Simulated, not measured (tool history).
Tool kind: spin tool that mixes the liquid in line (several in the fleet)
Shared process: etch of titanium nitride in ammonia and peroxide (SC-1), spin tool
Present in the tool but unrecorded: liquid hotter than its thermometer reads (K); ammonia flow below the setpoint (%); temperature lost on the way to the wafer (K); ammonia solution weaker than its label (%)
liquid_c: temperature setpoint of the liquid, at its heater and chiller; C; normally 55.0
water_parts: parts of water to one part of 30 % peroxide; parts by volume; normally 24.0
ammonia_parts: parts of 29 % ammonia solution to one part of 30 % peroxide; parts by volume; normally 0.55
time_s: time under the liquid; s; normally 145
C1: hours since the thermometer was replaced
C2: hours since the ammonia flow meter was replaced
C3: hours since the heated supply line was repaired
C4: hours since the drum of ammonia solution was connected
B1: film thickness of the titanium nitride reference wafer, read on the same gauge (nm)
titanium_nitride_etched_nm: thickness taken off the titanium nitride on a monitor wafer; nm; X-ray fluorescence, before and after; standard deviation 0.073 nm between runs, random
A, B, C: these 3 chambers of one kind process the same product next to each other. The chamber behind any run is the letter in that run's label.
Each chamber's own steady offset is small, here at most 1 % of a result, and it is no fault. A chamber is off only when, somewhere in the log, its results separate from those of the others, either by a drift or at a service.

{"run": "1C", "day": 0.579, "liquid_c": 55.0, "water_parts": 24.0, "ammonia_parts": 0.55, "time_s": 145, "C1": 2110.3, "C2": 1084.1, "C3": 1251.1, "C4": 325.2, "B1": 29.982, "titanium_nitride_etched_nm": 10.947}
{"run": "2B", "day": 0.875, "liquid_c": 55.0, "water_parts": 24.0, "ammonia_parts": 0.55, "time_s": 145, "C1": 948.3, "C2": 342.8, "C3": 2563.4, "C4": 530.6, "B1": 29.98, "titanium_nitride_etched_nm": 10.978}
{"run": "3A", "day": 1.35, "liquid_c": 55.0, "water_parts": 24.0, "ammonia_parts": 0.55, "time_s": 145, "C1": 78.6, "C2": 191.5, "C3": 2768.7, "C4": 248.9, "B1": 29.978, "titanium_nitride_etched_nm": 10.883}
{"run": "4C", "day": 1.862, "liquid_c": 55.0, "water_parts": 24.0, "ammonia_parts": 0.55, "time_s": 145, "C1": 2141.1, "C2": 1114.9, "C3": 1281.9, "C4": 356.0, "B1": 29.982, "titanium_nitride_etched_nm": 10.731}
{"run": "5A", "day": 2.3, "liquid_c": 55.0, "water_parts": 24.0, "ammonia_parts": 0.55, "time_s": 145, "C1": 101.4, "C2": 214.3, "C3": 2791.5, "C4": 271.7, "B1": 29.98, "titanium_nitride_etched_nm": 10.901}
{"run": "6B", "day": 2.929, "liquid_c": 48.5, "water_parts": 16.0, "ammonia_parts": 0.55, "time_s": 145, "C1": 997.6, "C2": 392.1, "C3": 2612.7, "C4": 579.9, "B1": 30.027, "titanium_nitride_etched_nm": 8.791}
{"run": "7C", "day": 3.45, "liquid_c": 48.5, "water_parts": 16.0, "ammonia_parts": 0.55, "time_s": 145, "C1": 2179.2, "C2": 1153.0, "C3": 1320.0, "C4": 394.1, "B1": 30.035, "titanium_nitride_etched_nm": 8.6004}
{"run": "8B", "day": 4.075, "liquid_c": 48.5, "water_parts": 16.0, "ammonia_parts": 0.55, "time_s": 145, "C1": 1025.1, "C2": 419.6, "C3": 2640.2, "C4": 607.4, "B1": 29.964, "titanium_nitride_etched_nm": 8.8662}
{"day": 4.479, "done": "chamber B: heated supply line repaired"}
{"day": 4.712, "done": "chamber B: new drum of ammonia solution connected"}
{"run": "9A", "day": 4.742, "liquid_c": 55.0, "water_parts": 24.0, "ammonia_parts": 0.55, "time_s": 145, "C1": 160.0, "C2": 272.9, "C3": 2850.1, "C4": 330.3, "B1": 29.977, "titanium_nitride_etched_nm": 10.929}
{"run": "10B", "day": 5.408, "liquid_c": 55.0, "water_parts": 24.0, "ammonia_parts": 0.55, "time_s": 145, "C1": 1057.1, "C2": 451.6, "C3": 22.3, "C4": 16.8, "B1": 29.975, "titanium_nitride_etched_nm": 11.001}
{"day": 5.825, "done": "chamber A: new drum of ammonia solution connected"}
{"run": "11A", "day": 5.904, "liquid_c": 55.0, "water_parts": 24.0, "ammonia_parts": 0.55, "time_s": 145, "C1": 187.9, "C2": 300.8, "C3": 2878.0, "C4": 2.0, "B1": 29.988, "titanium_nitride_etched_nm": 10.952}
{"run": "12C", "day": 6.575, "liquid_c": 55.0, "water_parts": 24.0, "ammonia_parts": 0.55, "time_s": 145, "C1": 2254.2, "C2": 1228.0, "C3": 1395.0, "C4": 469.1, "B1": 30.019, "titanium_nitride_etched_nm": 10.808}
{"run": "13C", "day": 7.038, "liquid_c": 55.0, "water_parts": 24.0, "ammonia_parts": 0.55, "time_s": 145, "C1": 2265.3, "C2": 1239.1, "C3": 1406.1, "C4": 480.2, "B1": 30.012, "titanium_nitride_etched_nm": 10.845}
{"run": "14A", "day": 7.508, "liquid_c": 55.0, "water_parts": 33.5, "ammonia_parts": 0.55, "time_s": 145, "C1": 226.4, "C2": 339.3, "C3": 2916.5, "C4": 40.5, "B1": 30.014, "titanium_nitride_etched_nm": 8.998}
{"run": "15B", "day": 7.979, "liquid_c": 55.0, "water_parts": 33.5, "ammonia_parts": 0.55, "time_s": 145, "C1": 1118.8, "C2": 513.3, "C3": 84.0, "C4": 78.5, "B1": 29.99, "titanium_nitride_etched_nm": 9.1131}
{"run": "16A", "day": 8.296, "liquid_c": 55.0, "water_parts": 33.5, "ammonia_parts": 0.55, "time_s": 145, "C1": 245.3, "C2": 358.2, "C3": 2935.4, "C4": 59.4, "B1": 29.971, "titanium_nitride_etched_nm": 9.0179}
{"run": "17C", "day": 8.742, "liquid_c": 55.0, "water_parts": 24.0, "ammonia_parts": 0.55, "time_s": 145, "C1": 2306.2, "C2": 1280.0, "C3": 1447.0, "C4": 521.1, "B1": 29.966, "titanium_nitride_etched_nm": 10.701}
{"run": "18B", "day": 9.296, "liquid_c": 55.0, "water_parts": 24.0, "ammonia_parts": 0.55, "time_s": 145, "C1": 1150.4, "C2": 544.9, "C3": 115.6, "C4": 110.1, "B1": 29.985, "titanium_nitride_etched_nm": 11.04}
{"run": "19A", "day": 9.896, "liquid_c": 55.0, "water_parts": 24.0, "ammonia_parts": 0.55, "time_s": 145, "C1": 283.7, "C2": 396.6, "C3": 2973.8, "C4": 97.8, "B1": 30.016, "titanium_nitride_etched_nm": 10.939}
{"run": "20C", "day": 10.567, "liquid_c": 55.0, "water_parts": 24.0, "ammonia_parts": 0.55, "time_s": 145, "C1": 2350.0, "C2": 1323.8, "C3": 1490.8, "C4": 564.9, "B1": 29.999, "titanium_nitride_etched_nm": 10.795}
{"run": "21B", "day": 10.996, "liquid_c": 55.0, "water_parts": 24.0, "ammonia_parts": 0.55, "time_s": 145, "C1": 1191.2, "C2": 585.7, "C3": 156.4, "C4": 150.9, "B1": 30.01, "titanium_nitride_etched_nm": 11.008}
{"run": "22C", "day": 11.575, "liquid_c": 49.0, "water_parts": 24.0, "ammonia_parts": 0.55, "time_s": 145, "C1": 2374.2, "C2": 1348.0, "C3": 1515.0, "C4": 589.1, "B1": 29.995, "titanium_nitride_etched_nm": 7.2057}
{"run": "23A", "day": 11.962, "liquid_c": 49.0, "water_parts": 24.0, "ammonia_parts": 0.55, "time_s": 145, "C1": 333.3, "C2": 446.2, "C3": 3023.4, "C4": 147.4, "B1": 29.994, "titanium_nitride_etched_nm": 7.2925}
{"run": "24B", "day": 12.262, "liquid_c": 49.0, "water_parts": 24.0, "ammonia_parts": 0.55, "time_s": 145, "C1": 1221.6, "C2": 616.1, "C3": 186.8, "C4": 181.3, "B1": 30.006, "titanium_nitride_etched_nm": 7.2671}
{"run": "25A", "day": 12.808, "liquid_c": 55.0, "water_parts": 24.0, "ammonia_parts": 0.55, "time_s": 145, "C1": 353.6, "C2": 466.5, "C3": 3043.7, "C4": 167.7, "B1": 29.968, "titanium_nitride_etched_nm": 10.945}
{"run": "26B", "day": 13.3, "liquid_c": 45.5, "water_parts": 24.0, "ammonia_parts": 0.55, "time_s": 145, "C1": 1246.5, "C2": 641.0, "C3": 211.7, "C4": 206.2, "B1": 30.033, "titanium_nitride_etched_nm": 5.7547}
{"run": "27C", "day": 13.962, "liquid_c": 45.5, "water_parts": 24.0, "ammonia_parts": 0.55, "time_s": 145, "C1": 2431.5, "C2": 1405.3, "C3": 1572.3, "C4": 646.4, "B1": 29.969, "titanium_nitride_etched_nm": 5.6022}
{"run": "28C", "day": 14.333, "liquid_c": 45.5, "water_parts": 24.0, "ammonia_parts": 0.55, "time_s": 145, "C1": 2440.4, "C2": 1414.2, "C3": 1581.2, "C4": 655.3, "B1": 30.036, "titanium_nitride_etched_nm": 5.6268}
{"run": "29B", "day": 14.808, "liquid_c": 55.0, "water_parts": 24.0, "ammonia_parts": 0.55, "time_s": 145, "C1": 1282.7, "C2": 677.2, "C3": 247.9, "C4": 242.4, "B1": 30.027, "titanium_nitride_etched_nm": 10.924}
{"run": "30A", "day": 15.412, "liquid_c": 55.0, "water_parts": 24.0, "ammonia_parts": 0.55, "time_s": 145, "C1": 416.1, "C2": 529.0, "C3": 3106.2, "C4": 230.2, "B1": 29.991, "titanium_nitride_etched_nm": 10.892}
{"day": 15.433, "done": "chamber C: thermometer replaced"}
{"run": "31A", "day": 15.908, "liquid_c": 55.0, "water_parts": 24.0, "ammonia_parts": 0.55, "time_s": 145, "C1": 428.0, "C2": 540.9, "C3": 3118.1, "C4": 242.1, "B1": 29.977, "titanium_nitride_etched_nm": 10.959}
{"day": 16.129, "done": "chamber A: ammonia flow meter replaced"}
{"run": "32B", "day": 16.308, "liquid_c": 55.0, "water_parts": 24.0, "ammonia_parts": 0.55, "time_s": 145, "C1": 1318.7, "C2": 713.2, "C3": 283.9, "C4": 278.4, "B1": 30.021, "titanium_nitride_etched_nm": 10.934}
{"run": "33C", "day": 16.667, "liquid_c": 55.0, "water_parts": 33.0, "ammonia_parts": 0.55, "time_s": 145, "C1": 29.6, "C2": 1470.2, "C3": 1637.2, "C4": 711.3, "B1": 29.991, "titanium_nitride_etched_nm": 9.075}
{"run": "34A", "day": 17.138, "liquid_c": 55.0, "water_parts": 33.0, "ammonia_parts": 0.55, "time_s": 145, "C1": 457.5, "C2": 24.3, "C3": 3147.6, "C4": 271.6, "B1": 30.007, "titanium_nitride_etched_nm": 9.0566}

One chamber off, gauge drift, or nothing amiss beyond the chambers' own small offsets? If it is a chamber, which one, and what is the likeliest cause?

Nothing is wrong: each chamber keeps only its own small, steady offset and the gauge holds still.
